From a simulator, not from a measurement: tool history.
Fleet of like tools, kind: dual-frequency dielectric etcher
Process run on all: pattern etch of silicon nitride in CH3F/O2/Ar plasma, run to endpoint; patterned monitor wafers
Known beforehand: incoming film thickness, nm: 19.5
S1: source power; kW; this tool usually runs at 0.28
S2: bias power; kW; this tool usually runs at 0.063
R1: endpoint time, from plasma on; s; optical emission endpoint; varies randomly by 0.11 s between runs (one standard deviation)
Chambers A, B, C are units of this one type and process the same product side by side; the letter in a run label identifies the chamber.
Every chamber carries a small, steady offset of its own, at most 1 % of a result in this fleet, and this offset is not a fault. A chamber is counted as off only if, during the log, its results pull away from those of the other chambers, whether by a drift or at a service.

{"run": "1B", "hour": 4.9, "S1": 0.28, "S2": 0.063, "R1": 33.847}
{"run": "2C", "hour": 10.5, "S1": 0.28, "S2": 0.063, "R1": 33.728}
{"run": "3A", "hour": 20.0, "S1": 0.28, "S2": 0.063, "R1": 33.753}
{"run": "4C", "hour": 25.5, "S1": 0.28, "S2": 0.063, "R1": 33.938}
{"run": "5B", "hour": 31.3, "S1": 0.28, "S2": 0.063, "R1": 34.017}
{"run": "6A", "hour": 40.7, "S1": 0.28, "S2": 0.063, "R1": 33.939}
{"run": "7B", "hour": 49.6, "S1": 0.28, "S2": 0.063, "R1": 34.104}
{"run": "8C", "hour": 54.7, "S1": 0.28, "S2": 0.063, "R1": 33.882}
{"run": "9A", "hour": 60.4, "S1": 0.28, "S2": 0.063, "R1": 33.992}
{"run": "10B", "hour": 67.5, "S1": 0.23, "S2": 0.054, "R1": 38.684}
{"run": "11C", "hour": 73.8, "S1": 0.23, "S2": 0.054, "R1": 38.142}
{"run": "12A", "hour": 78.5, "S1": 0.23, "S2": 0.054, "R1": 38.632}
{"run": "13C", "hour": 85.1, "S1": 0.26, "S2": 0.063, "R1": 34.538}
{"run": "14B", "hour": 95.2, "S1": 0.26, "S2": 0.063, "R1": 35.136}
{"run": "15A", "hour": 105.4, "S1": 0.26, "S2": 0.063, "R1": 35.182}
{"run": "16B", "hour": 113.4, "S1": 0.28, "S2": 0.063, "R1": 34.004}
{"run": "17A", "hour": 119.3, "S1": 0.28, "S2": 0.063, "R1": 34.185}
{"hour": 121.7, "done": "chamber C: source power generator calibrated"}
{"run": "18C", "hour": 124.5, "S1": 0.28, "S2": 0.063, "R1": 33.65}
{"run": "19A", "hour": 131.0, "S1": 0.28, "S2": 0.063, "R1": 34.35}
{"run": "20B", "hour": 136.2, "S1": 0.28, "S2": 0.063, "R1": 33.899}
{"run": "21C", "hour": 145.5, "S1": 0.28, "S2": 0.063, "R1": 33.711}
{"run": "22C", "hour": 154.0, "S1": 0.28, "S2": 0.063, "R1": 33.76}
{"run": "23B", "hour": 159.8, "S1": 0.28, "S2": 0.063, "R1": 33.88}
{"run": "24A", "hour": 168.0, "S1": 0.28, "S2": 0.063, "R1": 34.445}
{"run": "25B", "hour": 177.1, "S1": 0.28, "S2": 0.063, "R1": 34.035}
{"run": "26A", "hour": 184.3, "S1": 0.28, "S2": 0.078, "R1": 31.865}
{"run": "27C", "hour": 191.0, "S1": 0.28, "S2": 0.078, "R1": 31.151}
{"hour": 193.3, "done": "chamber C: wet clean of the chamber"}
{"run": "28A", "hour": 199.3, "S1": 0.28, "S2": 0.078, "R1": 31.994}
{"run": "29C", "hour": 207.5, "S1": 0.28, "S2": 0.063, "R1": 33.747}
{"run": "30B", "hour": 216.3, "S1": 0.31, "S2": 0.063, "R1": 32.575}
{"run": "31C", "hour": 226.0, "S1": 0.31, "S2": 0.063, "R1": 32.481}
{"run": "32B", "hour": 233.6, "S1": 0.31, "S2": 0.063, "R1": 32.886}
{"run": "33A", "hour": 243.0, "S1": 0.28, "S2": 0.063, "R1": 34.799}
{"run": "34C", "hour": 250.1, "S1": 0.28, "S2": 0.063, "R1": 33.66}
{"run": "35A", "hour": 257.0, "S1": 0.28, "S2": 0.063, "R1": 34.754}

Next, every chamber runs the same settings. What will each give?
{"run": "36A", "hour": 264.4, "S1": 0.28, "S2": 0.063, "R1": "?"}
{"run": "36B", "hour": 264.4, "S1": 0.28, "S2": 0.063, "R1": "?"}
{"run": "36C", "hour": 264.4, "S1": 0.28, "S2": 0.063, "R1": "?"}

run=36A R1=34.613
run=36B R1=34.078
run=36C R1=33.629
